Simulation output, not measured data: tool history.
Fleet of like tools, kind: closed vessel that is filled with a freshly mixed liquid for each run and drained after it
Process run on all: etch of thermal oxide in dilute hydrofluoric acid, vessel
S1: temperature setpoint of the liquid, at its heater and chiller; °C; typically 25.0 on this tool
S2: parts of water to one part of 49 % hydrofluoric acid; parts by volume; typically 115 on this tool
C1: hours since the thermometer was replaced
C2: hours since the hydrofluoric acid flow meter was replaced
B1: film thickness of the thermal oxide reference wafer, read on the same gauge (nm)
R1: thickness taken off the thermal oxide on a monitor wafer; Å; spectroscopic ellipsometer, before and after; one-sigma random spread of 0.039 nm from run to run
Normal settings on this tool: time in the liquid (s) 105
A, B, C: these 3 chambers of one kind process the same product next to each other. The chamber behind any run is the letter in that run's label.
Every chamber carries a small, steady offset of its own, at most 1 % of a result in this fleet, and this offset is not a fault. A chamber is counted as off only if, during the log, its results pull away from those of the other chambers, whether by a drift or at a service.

run 1B hour=8.3 | S1=25.0 S2=115 time_in_the_liquid_(s)=105 | C1=897.3 C2=1383.9 | B1=120.00 | R1=43.643
run 2C hour=16.5 | S1=25.0 S2=115 time_in_the_liquid_(s)=105 | C1=1527.8 C2=465.2 | B1=120.00 | R1=43.602
run 3A hour=26.2 | S1=25.0 S2=115 time_in_the_liquid_(s)=105 | C1=765.2 C2=1818.7 | B1=120.01 | R1=44.900
run 4A hour=32.9 | S1=25.0 S2=115 time_in_the_liquid_(s)=105 | C1=771.9 C2=1825.4 | B1=120.01 | R1=43.880
-- hour=38.3 chamber B: thermometer replaced
run 5B hour=40.7 | S1=25.0 S2=115 time_in_the_liquid_(s)=105 | C1=2.5 C2=1416.3 | B1=120.00 | R1=43.347
run 6C hour=50.0 | S1=25.0 S2=115 time_in_the_liquid_(s)=105 | C1=1561.3 C2=498.7 | B1=119.99 | R1=43.682
run 7B hour=60.8 | S1=20.5 S2=115 time_in_the_liquid_(s)=105 | C1=22.6 C2=1436.4 | B1=120.01 | R1=36.362
-- hour=68.0 chamber A: hydrofluoric acid flow meter replaced
run 8C hour=70.5 | S1=20.5 S2=115 time_in_the_liquid_(s)=105 | C1=1581.8 C2=519.2 | B1=119.99 | R1=36.778
run 9A hour=76.2 | S1=20.5 S2=115 time_in_the_liquid_(s)=105 | C1=815.2 C2=8.2 | B1=120.00 | R1=37.181
run 10A hour=86.4 | S1=25.0 S2=115 time_in_the_liquid_(s)=105 | C1=825.4 C2=18.4 | B1=120.00 | R1=43.921
run 11C hour=92.9 | S1=25.0 S2=115 time_in_the_liquid_(s)=105 | C1=1604.2 C2=541.6 | B1=120.01 | R1=44.223
run 12B hour=101.9 | S1=25.0 S2=115 time_in_the_liquid_(s)=105 | C1=63.7 C2=1477.5 | B1=119.99 | R1=43.888
run 13B hour=112.4 | S1=25.0 S2=115 time_in_the_liquid_(s)=105 | C1=74.2 C2=1488.0 | B1=120.01 | R1=43.493
run 14C hour=119.4 | S1=25.0 S2=115 time_in_the_liquid_(s)=105 | C1=1630.7 C2=568.1 | B1=120.00 | R1=45.917
run 15A hour=127.5 | S1=25.0 S2=115 time_in_the_liquid_(s)=105 | C1=866.5 C2=59.5 | B1=119.99 | R1=43.727
run 16B hour=137.9 | S1=25.0 S2=115 time_in_the_liquid_(s)=105 | C1=99.7 C2=1513.5 | B1=120.01 | R1=44.421
run 17A hour=147.3 | S1=25.0 S2=115 time_in_the_liquid_(s)=105 | C1=886.3 C2=79.3 | B1=120.00 | R1=43.253
run 18C hour=156.9 | S1=22.5 S2=65 time_in_the_liquid_(s)=105 | C1=1668.2 C2=605.6 | B1=120.01 | R1=78.250
run 19A hour=164.5 | S1=22.5 S2=65 time_in_the_liquid_(s)=105 | C1=903.5 C2=96.5 | B1=119.99 | R1=76.021
run 20B hour=173.3 | S1=22.5 S2=65 time_in_the_liquid_(s)=105 | C1=135.1 C2=1548.9 | B1=119.99 | R1=73.091
run 21C hour=179.3 | S1=25.0 S2=115 time_in_the_liquid_(s)=105 | C1=1690.6 C2=628.0 | B1=119.99 | R1=46.799
run 22B hour=187.8 | S1=25.0 S2=115 time_in_the_liquid_(s)=105 | C1=149.6 C2=1563.4 | B1=120.00 | R1=44.253
run 23C hour=196.2 | S1=25.0 S2=115 time_in_the_liquid_(s)=105 | C1=1707.5 C2=644.9 | B1=120.00 | R1=46.686
run 24A hour=205.8 | S1=22.0 S2=115 time_in_the_liquid_(s)=105 | C1=944.8 C2=137.8 | B1=120.01 | R1=38.488
run 25C hour=210.8 | S1=22.0 S2=115 time_in_the_liquid_(s)=105 | C1=1722.1 C2=659.5 | B1=119.99 | R1=41.517
run 26A hour=218.6 | S1=22.0 S2=115 time_in_the_liquid_(s)=105 | C1=957.6 C2=150.6 | B1=120.00 | R1=38.990
run 27B hour=224.2 | S1=25.0 S2=115 time_in_the_liquid_(s)=105 | C1=186.0 C2=1599.8 | B1=120.01 | R1=43.680
run 28C hour=231.8 | S1=25.0 S2=115 time_in_the_liquid_(s)=105 | C1=1743.1 C2=680.5 | B1=119.98 | R1=46.946
run 29B hour=242.6 | S1=25.0 S2=115 time_in_the_liquid_(s)=55 | C1=204.4 C2=1618.2 | B1=120.01 | R1=22.608
run 30A hour=251.6 | S1=25.0 S2=115 time_in_the_liquid_(s)=55 | C1=990.6 C2=183.6 | B1=119.99 | R1=22.746
run 31A hour=260.6 | S1=25.0 S2=115 time_in_the_liquid_(s)=55 | C1=999.6 C2=192.6 | B1=119.99 | R1=23.073
run 32B hour=267.7 | S1=25.0 S2=115 time_in_the_liquid_(s)=105 | C1=229.5 C2=1643.3 | B1=119.99 | R1=43.451
run 33C hour=274.7 | S1=25.0 S2=115 time_in_the_liquid_(s)=105 | C1=1786.0 C2=723.4 | B1=120.02 | R1=48.150

Is one chamber out of step, is the gauge drifting, or do the chambers differ by no more than their own small offsets? For an off chamber, give its letter and the likeliest cause.

Chamber C drifts away from the others.
Likeliest cause: hydrofluoric acid flow above the setpoint (%) = 8.6.
From this log alone, it may not be told apart from: liquid hotter than its thermometer reads (K).

Here are 4 candidates for chamber C's next run, each the usual settings with a change, their results left as question marks. Which one brings its results back in line with what the others give on the usual settings?
In line here means within this much of the mean the other chambers give on the usual settings: R1 1.400 Å
run 34C-1 hour=282.5 | S1=25.0 S2=115 time_in_the_liquid_(s)=110 | R1=?
run 34C-2 hour=282.5 | S1=25.0 S2=115 time_in_the_liquid_(s)=95 | R1=?
run 34C-3 hour=282.5 | S1=27.5 S2=115 time_in_the_liquid_(s)=105 | R1=?
run 34C-4 hour=282.5 | S1=25.0 S2=120 time_in_the_liquid_(s)=105 | R1=?

Usual-settings mean across the other chambers: R1 43.764 Å
run=34C-1 R1=50.223
run=34C-2 R1=43.374
run=34C-3 R1=52.801
run=34C-4 R1=45.645
34C-2 brings the chamber back in line.
